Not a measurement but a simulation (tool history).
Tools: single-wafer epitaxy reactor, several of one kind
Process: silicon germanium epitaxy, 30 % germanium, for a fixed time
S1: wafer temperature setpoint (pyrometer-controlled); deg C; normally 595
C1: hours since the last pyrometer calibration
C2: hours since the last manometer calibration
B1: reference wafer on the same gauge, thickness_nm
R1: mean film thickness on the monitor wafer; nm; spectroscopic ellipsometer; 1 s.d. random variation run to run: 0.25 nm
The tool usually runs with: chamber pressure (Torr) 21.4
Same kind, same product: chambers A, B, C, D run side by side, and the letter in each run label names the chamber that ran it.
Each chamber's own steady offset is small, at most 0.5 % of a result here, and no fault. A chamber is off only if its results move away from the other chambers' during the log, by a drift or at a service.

Run 1A, hour 7.8: usual settings; C1 2285.5; C2 59.4; B1 55.805. Result: R1 55.171 nm.
Run 2C, hour 13.7: usual settings; C1 1754.3; C2 2486.9; B1 55.776. Result: R1 55.439 nm.
Run 3B, hour 19.4: usual settings; C1 141.5; C2 522.7; B1 55.789. Result: R1 55.142 nm.
Run 4D, hour 25.9: usual settings; C1 1638.3; C2 1734.9; B1 55.826. Result: R1 55.425 nm.
Run 5D, hour 31.5: usual settings; C1 1643.9; C2 1740.5; B1 55.799. Result: R1 55.250 nm.
Run 6C, hour 35.4: usual settings; C1 1776.0; C2 2508.6; B1 55.818. Result: R1 55.289 nm.
Run 7B, hour 43.3: usual settings; C1 165.4; C2 546.6; B1 55.778. Result: R1 55.373 nm.
Run 8A, hour 49.3: usual settings; C1 2327.0; C2 100.9; B1 55.787. Result: R1 55.528 nm.
Run 9D, hour 57.2: usual settings; C1 1669.6; C2 1766.2; B1 55.812. Result: R1 54.936 nm.
Run 10A, hour 61.7: usual settings; C1 2339.4; C2 113.3; B1 55.808. Result: R1 55.310 nm.
Run 11C, hour 68.8: usual settings; C1 1809.4; C2 2542.0; B1 55.836. Result: R1 55.208 nm.
Run 12B, hour 73.7: usual settings; C1 195.8; C2 577.0; B1 55.788. Result: R1 55.766 nm.
Run 13C, hour 77.4: usual settings but S1 587 deg C; C1 1818.0; C2 2550.6; B1 55.827. Result: R1 47.587 nm.
Run 14A, hour 81.9: usual settings but S1 587 deg C; C1 2359.6; C2 133.5; B1 55.828. Result: R1 47.595 nm.
Run 15D, hour 87.4: usual settings but S1 587 deg C; C1 1699.8; C2 1796.4; B1 55.812. Result: R1 47.642 nm.
Run 16B, hour 93.5: usual settings but S1 587 deg C; C1 215.6; C2 596.8; B1 55.772. Result: R1 47.689 nm.
Run 17C, hour 101.3: usual settings but chamber pressure (Torr) 26.2; C1 1841.9; C2 2574.5; B1 55.751. Result: R1 59.483 nm.
Run 18A, hour 109.1: usual settings but chamber pressure (Torr) 26.2; C1 2386.8; C2 160.7; B1 55.718. Result: R1 59.819 nm.
Run 19D, hour 113.3: usual settings but chamber pressure (Torr) 26.2; C1 1725.7; C2 1822.3; B1 55.762. Result: R1 59.300 nm.
Run 20B, hour 118.4: usual settings but chamber pressure (Torr) 26.2; C1 240.5; C2 621.7; B1 55.745. Result: R1 60.074 nm.
Run 21C, hour 124.9: usual settings; C1 1865.5; C2 2598.1; B1 55.799. Result: R1 55.070 nm.
Run 22A, hour 130.8: usual settings; C1 2408.5; C2 182.4; B1 55.813. Result: R1 54.922 nm.
At hour 131.1: chamber A: pyrometer calibrated.
Run 23D, hour 137.8: usual settings; C1 1750.2; C2 1846.8; B1 55.761. Result: R1 54.206 nm.
Run 24B, hour 142.2: usual settings; C1 264.3; C2 645.5; B1 55.813. Result: R1 55.017 nm.
Run 25C, hour 146.9: usual settings; C1 1887.5; C2 2620.1; B1 55.785. Result: R1 54.828 nm.
Run 26A, hour 151.4: usual settings; C1 20.4; C2 203.0; B1 55.822. Result: R1 55.099 nm.
Run 27B, hour 155.6: usual settings; C1 277.7; C2 658.9; B1 55.780. Result: R1 55.482 nm.
Run 28D, hour 160.3: usual settings; C1 1772.7; C2 1869.3; B1 55.807. Result: R1 53.431 nm.
Run 29D, hour 168.2: usual settings; C1 1780.6; C2 1877.2; B1 55.807. Result: R1 53.485 nm.
Run 30B, hour 174.5: usual settings; C1 296.6; C2 677.8; B1 55.757. Result: R1 55.220 nm.
Run 31A, hour 181.3: usual settings; C1 50.3; C2 232.9; B1 55.757. Result: R1 55.478 nm.
Run 32C, hour 188.1: usual settings but S1 605 deg C, chamber pressure (Torr) 17.3; C1 1928.7; C2 2661.3; B1 55.789. Result: R1 60.536 nm.
Run 33B, hour 194.4: usual settings but S1 605 deg C, chamber pressure (Torr) 17.3; C1 316.5; C2 697.7; B1 55.833. Result: R1 60.926 nm.
Run 34A, hour 202.1: usual settings but S1 605 deg C, chamber pressure (Torr) 17.3; C1 71.1; C2 253.7; B1 55.838. Result: R1 61.262 nm.
Run 35C, hour 207.3: usual settings but S1 605 deg C, chamber pressure (Torr) 17.3; C1 1947.9; C2 2680.5; B1 55.801. Result: R1 60.707 nm.
Run 36D, hour 212.9: usual settings but S1 584 deg C; C1 1825.3; C2 1921.9; B1 55.766. Result: R1 42.705 nm.
Run 37C, hour 217.1: usual settings but S1 584 deg C; C1 1957.7; C2 2690.3; B1 55.802. Result: R1 45.319 nm.
Run 38D, hour 221.0: usual settings but S1 584 deg C; C1 1833.4; C2 1930.0; B1 55.839. Result: R1 43.006 nm.
Run 39B, hour 228.6: usual settings but S1 584 deg C; C1 350.7; C2 731.9; B1 55.733. Result: R1 45.164 nm.

Which is it: a chamber that has drifted or been left off by a service, a gauge drift common to all chambers, or only each chamber's usual small offset? If a chamber is off, name it and its likeliest cause.

It is chamber D that slowly wanders off from its peers.
What lies behind it: wafer temperature below the value expected at the setpoint (K) = 3.48.

Chamber D could run next with any of the 4 candidate recipes listed below; each alters the usual settings, and their results appear as question marks. Which one brings its results back in line with what the other chambers deliver on the usual settings?
In line here means within this much of the mean the other chambers give on the usual settings: R1 0.880 nm
Run 40D-1, hour 234.4: usual settings but chamber pressure (Torr) 27.8. Result: R1 ?.
Run 40D-2, hour 234.4: usual settings but S1 598 deg C, chamber pressure (Torr) 21.8. Result: R1 ?.
Run 40D-3, hour 234.4: usual settings but S1 592 deg C, chamber pressure (Torr) 21.0. Result: R1 ?.
Run 40D-4, hour 234.4: usual settings but chamber pressure (Torr) 16.6. Result: R1 ?.

The mean the other chambers reach with the usual settings: R1 55.276 nm
  run      R1
40D-1  57.573
40D-2  55.102
40D-3  48.613
40D-4  46.674
40D-2 is the one that brings the chamber's results back in line with the other chambers.

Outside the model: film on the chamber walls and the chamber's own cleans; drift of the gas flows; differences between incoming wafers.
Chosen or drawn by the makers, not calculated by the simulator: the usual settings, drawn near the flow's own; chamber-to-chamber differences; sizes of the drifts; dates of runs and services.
